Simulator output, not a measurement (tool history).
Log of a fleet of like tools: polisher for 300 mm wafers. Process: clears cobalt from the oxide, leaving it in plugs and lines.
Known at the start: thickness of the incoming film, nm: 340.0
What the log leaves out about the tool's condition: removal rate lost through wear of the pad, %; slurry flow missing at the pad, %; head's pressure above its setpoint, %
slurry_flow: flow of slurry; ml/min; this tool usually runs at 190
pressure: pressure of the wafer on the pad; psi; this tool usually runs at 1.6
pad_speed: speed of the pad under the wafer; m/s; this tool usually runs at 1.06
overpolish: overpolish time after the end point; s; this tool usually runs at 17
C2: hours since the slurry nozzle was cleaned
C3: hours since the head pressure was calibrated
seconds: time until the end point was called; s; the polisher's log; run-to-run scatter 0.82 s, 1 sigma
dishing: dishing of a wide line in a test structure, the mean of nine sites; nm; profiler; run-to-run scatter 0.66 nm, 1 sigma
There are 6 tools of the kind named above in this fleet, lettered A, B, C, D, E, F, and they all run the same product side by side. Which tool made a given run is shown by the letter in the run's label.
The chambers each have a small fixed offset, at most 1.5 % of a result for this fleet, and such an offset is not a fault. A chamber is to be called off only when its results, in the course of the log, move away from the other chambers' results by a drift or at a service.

-- hour=0.6 chamber B: slurry nozzle cleaned
run 1A hour=11.3 | slurry_flow=190 pressure=1.6 pad_speed=1.06 overpolish=17 | wafers_polished_on_this_pad=1229 C2=129.3 C3=108.8 | seconds=70.942 dishing=53.193
run 2F hour=17.5 | slurry_flow=190 pressure=1.6 pad_speed=1.06 overpolish=17 | wafers_polished_on_this_pad=349 C2=180 C3=695.9 | seconds=69.306 dishing=52.046
-- hour=26 chamber D: worn pad replaced by a new one
run 3C hour=27.3 | slurry_flow=190 pressure=1.6 pad_speed=1.06 overpolish=17 | wafers_polished_on_this_pad=368 C2=88.8 C3=342.3 | seconds=70.608 dishing=52.981
-- hour=29.3 chamber A: worn pad replaced by a new one
run 4D hour=33.4 | slurry_flow=190 pressure=1.6 pad_speed=1.06 overpolish=17 | wafers_polished_on_this_pad=41 C2=117.5 C3=1123 | seconds=69.614 dishing=52.468
-- hour=42.9 chamber B: head pressure recalibrated
run 5B hour=45.4 | slurry_flow=190 pressure=1.6 pad_speed=1.06 overpolish=17 | wafers_polished_on_this_pad=795 C2=44.8 C3=2.6 | seconds=69.323 dishing=53.32
-- hour=46.3 chamber B: worn pad replaced by a new one
-- hour=46.9 chamber C: head pressure recalibrated
run 6E hour=58 | slurry_flow=190 pressure=1.6 pad_speed=1.06 overpolish=17 | wafers_polished_on_this_pad=1221 C2=551.8 C3=388.2 | seconds=71.003 dishing=52.533
run 7E hour=66.7 | slurry_flow=190 pressure=1.6 pad_speed=1.06 overpolish=17 | wafers_polished_on_this_pad=1269 C2=560.5 C3=396.9 | seconds=69.744 dishing=52.672
-- hour=74.1 chamber E: head pressure recalibrated
run 8D hour=76.1 | slurry_flow=190 pressure=1.6 pad_speed=1.06 overpolish=17 | wafers_polished_on_this_pad=277 C2=160.2 C3=1165.7 | seconds=69.699 dishing=52.725
-- hour=80.8 chamber E: worn pad replaced by a new one
run 9B hour=86.2 | slurry_flow=210 pressure=1.9 pad_speed=1.06 overpolish=17 | wafers_polished_on_this_pad=221 C2=85.6 C3=43.4 | seconds=58.077 dishing=58.267
-- hour=93.9 chamber F: worn pad replaced by a new one
run 10A hour=98.3 | slurry_flow=210 pressure=1.9 pad_speed=1.06 overpolish=17 | wafers_polished_on_this_pad=382 C2=216.3 C3=195.8 | seconds=57.622 dishing=58.188
run 11C hour=109 | slurry_flow=210 pressure=1.9 pad_speed=1.06 overpolish=17 | wafers_polished_on_this_pad=822 C2=170.5 C3=62.2 | seconds=57.594 dishing=59.443
run 12F hour=117.9 | slurry_flow=210 pressure=1.9 pad_speed=1.06 overpolish=17 | wafers_polished_on_this_pad=133 C2=280.4 C3=796.3 | seconds=56.506 dishing=59.499
run 13F hour=128.1 | slurry_flow=210 pressure=1.9 pad_speed=1.06 overpolish=17 | wafers_polished_on_this_pad=190 C2=290.6 C3=806.5 | seconds=56.231 dishing=58.771
-- hour=135.2 chamber C: worn pad replaced by a new one
run 14C hour=138.3 | slurry_flow=210 pressure=1.9 pad_speed=1.06 overpolish=17 | wafers_polished_on_this_pad=17 C2=199.8 C3=91.5 | seconds=58.47 dishing=59.715
run 15E hour=148.3 | slurry_flow=190 pressure=1.6 pad_speed=1.06 overpolish=17 | wafers_polished_on_this_pad=374 C2=642.1 C3=74.2 | seconds=70.018 dishing=52.168
run 16B hour=158.8 | slurry_flow=150 pressure=1.6 pad_speed=1.06 overpolish=17 | wafers_polished_on_this_pad=624 C2=158.2 C3=116 | seconds=71.671 dishing=53.418
run 17D hour=165.6 | slurry_flow=150 pressure=1.6 pad_speed=1.06 overpolish=17 | wafers_polished_on_this_pad=774 C2=249.7 C3=1255.2 | seconds=73.193 dishing=51.037
run 18A hour=172.1 | slurry_flow=150 pressure=1.6 pad_speed=1.06 overpolish=17 | wafers_polished_on_this_pad=791 C2=290.1 C3=269.6 | seconds=71.386 dishing=52.499
-- hour=179.7 chamber D: worn pad replaced by a new one
run 19E hour=180.4 | slurry_flow=150 pressure=1.6 pad_speed=1.06 overpolish=17 | wafers_polished_on_this_pad=552 C2=674.2 C3=106.3 | seconds=72.869 dishing=51.863
run 20C hour=189.4 | slurry_flow=150 pressure=1.6 pad_speed=1.06 overpolish=17 | wafers_polished_on_this_pad=300 C2=250.9 C3=142.6 | seconds=71.707 dishing=51.142
-- hour=200.5 chamber B: worn pad replaced by a new one
run 21A hour=200.8 | slurry_flow=150 pressure=1.6 pad_speed=1.06 overpolish=17 | wafers_polished_on_this_pad=951 C2=318.8 C3=298.3 | seconds=72.299 dishing=52.606
run 22D hour=211.6 | slurry_flow=190 pressure=2.1 pad_speed=0.92 overpolish=17 | wafers_polished_on_this_pad=177 C2=295.7 C3=1301.2 | seconds=61.3 dishing=56.046
run 23B hour=220.8 | slurry_flow=190 pressure=2.1 pad_speed=0.92 overpolish=17 | wafers_polished_on_this_pad=113 C2=220.2 C3=178 | seconds=61.446 dishing=57.512
run 24F hour=233.9 | slurry_flow=190 pressure=2.1 pad_speed=0.92 overpolish=17 | wafers_polished_on_this_pad=776 C2=396.4 C3=912.3 | seconds=57.455 dishing=59.048
-- hour=235.2 chamber A: slurry nozzle cleaned
-- hour=238.2 chamber F: worn pad replaced by a new one
run 25D hour=246.6 | slurry_flow=190 pressure=2.1 pad_speed=0.92 overpolish=17 | wafers_polished_on_this_pad=371 C2=330.7 C3=1336.2 | seconds=61.489 dishing=57.476
run 26E hour=253.8 | slurry_flow=190 pressure=2.1 pad_speed=0.92 overpolish=17 | wafers_polished_on_this_pad=959 C2=747.6 C3=179.7 | seconds=62.619 dishing=55.784
run 27F hour=266.1 | slurry_flow=190 pressure=2.1 pad_speed=0.92 overpolish=17 | wafers_polished_on_this_pad=154 C2=428.6 C3=944.5 | seconds=59.069 dishing=58.598
-- hour=271.3 chamber D: slurry nozzle cleaned
run 28B hour=273.8 | slurry_flow=190 pressure=1.6 pad_speed=1.06 overpolish=17 | wafers_polished_on_this_pad=406 C2=273.2 C3=231 | seconds=70.234 dishing=53.172
-- hour=274.7 chamber C: slurry nozzle cleaned
-- hour=275.7 chamber B: slurry nozzle cleaned
run 29A hour=280.7 | slurry_flow=190 pressure=1.6 pad_speed=1.06 overpolish=17 | wafers_polished_on_this_pad=1394 C2=45.5 C3=378.2 | seconds=68.533 dishing=52.962
-- hour=281.7 chamber A: worn pad replaced by a new one
run 30C hour=288.1 | slurry_flow=210 pressure=1.6 pad_speed=1.06 overpolish=21 | wafers_polished_on_this_pad=848 C2=13.5 C3=241.3 | seconds=70.178 dishing=59.649
run 31D hour=300 | slurry_flow=210 pressure=1.6 pad_speed=1.06 overpolish=21 | wafers_polished_on_this_pad=667 C2=28.8 C3=1389.6 | seconds=70.526 dishing=60.543
run 32B hour=310.3 | slurry_flow=210 pressure=1.6 pad_speed=1.06 overpolish=21 | wafers_polished_on_this_pad=609 C2=34.7 C3=267.5 | seconds=69.057 dishing=60.516
run 33E hour=316.9 | slurry_flow=210 pressure=1.6 pad_speed=1.06 overpolish=21 | wafers_polished_on_this_pad=1309 C2=810.7 C3=242.8 | seconds=68.493 dishing=59.148
run 34F hour=330.2 | slurry_flow=210 pressure=1.6 pad_speed=1.06 overpolish=21 | wafers_polished_on_this_pad=510 C2=492.7 C3=1008.6 | seconds=64.674 dishing=61.622
-- hour=340.7 chamber D: worn pad replaced by a new one
-- hour=342.3 chamber E: worn pad replaced by a new one
run 35A hour=342.4 | slurry_flow=210 pressure=1.6 pad_speed=1.06 overpolish=21 | wafers_polished_on_this_pad=336 C2=107.2 C3=439.9 | seconds=68.617 dishing=60.441
-- hour=347 chamber B: worn pad replaced by a new one
run 36C hour=353 | slurry_flow=190 pressure=1.6 pad_speed=1.06 overpolish=17 | wafers_polished_on_this_pad=1207 C2=78.4 C3=306.2 | seconds=69.247 dishing=53.001
-- hour=359.3 chamber C: worn pad replaced by a new one
run 37E hour=362 | slurry_flow=190 pressure=1.6 pad_speed=1.06 overpolish=17 | wafers_polished_on_this_pad=109 C2=855.8 C3=287.9 | seconds=70.666 dishing=52.534
run 38B hour=371.8 | slurry_flow=190 pressure=1.6 pad_speed=1.06 overpolish=17 | wafers_polished_on_this_pad=137 C2=96.2 C3=329 | seconds=70.838 dishing=53.889
run 39A hour=382.8 | slurry_flow=190 pressure=1.6 pad_speed=1.06 overpolish=17 | wafers_polished_on_this_pad=560 C2=147.6 C3=480.3 | seconds=68.766 dishing=54.269
-- hour=386.6 chamber F: worn pad replaced by a new one
-- hour=387.5 chamber C: head pressure recalibrated
-- hour=395.2 chamber D: head pressure recalibrated
run 40F hour=396.5 | slurry_flow=190 pressure=1.6 pad_speed=1.06 overpolish=17 | wafers_polished_on_this_pad=55 C2=559 C3=1074.9 | seconds=63.059 dishing=56.201
run 41C hour=404.7 | slurry_flow=190 pressure=1.6 pad_speed=1.06 overpolish=17 | wafers_polished_on_this_pad=251 C2=130.1 C3=17.2 | seconds=69.411 dishing=53.296
run 42D hour=417.3 | slurry_flow=190 pressure=1.6 pad_speed=1.06 overpolish=17 | wafers_polished_on_this_pad=425 C2=146.1 C3=22.2 | seconds=70.345 dishing=52.888
run 43C hour=424.1 | slurry_flow=190 pressure=1.6 pad_speed=1.06 overpolish=17 | wafers_polished_on_this_pad=359 C2=149.5 C3=36.6 | seconds=69.952 dishing=53.782

Does one chamber stand apart from the rest, does the shared gauge drift, or is all well apart from small per-chamber offsets? Give the chamber and the most likely cause, where there is one.

Little by little, chamber F moves away from the other chambers.
What lies behind it: head's pressure above its setpoint, % = 10.3.

Below are 4 candidate recipes for chamber F's next run, each the usual settings with a change, their results shown as question marks. Which of them brings F's results back in line with what the other chambers give on the usual settings?
A result is in line if it is within this distance of the other chambers' mean on the usual settings: seconds 2.9 s; dishing 2.3 nm
run 44F-1 hour=434 | slurry_flow=190 pressure=1.6 pad_speed=1.08 overpolish=17 | seconds=? dishing=?
run 44F-2 hour=434 | slurry_flow=190 pressure=1.6 pad_speed=1.04 overpolish=17 | seconds=? dishing=?
run 44F-3 hour=434 | slurry_flow=190 pressure=1.7 pad_speed=1.1 overpolish=17 | seconds=? dishing=?
run 44F-4 hour=434 | slurry_flow=190 pressure=1.5 pad_speed=1.02 overpolish=17 | seconds=? dishing=?

Mean of the other chambers on the usual settings: seconds 69.761 s; dishing 52.95 nm
run=44F-1 seconds=62.115 dishing=56.406
run=44F-2 seconds=64.54 dishing=55.211
run=44F-3 seconds=57.332 dishing=58.889
run=44F-4 seconds=70.284 dishing=52.546
The right change is 44F-4: it brings the chamber back within the allowed miss of the others.
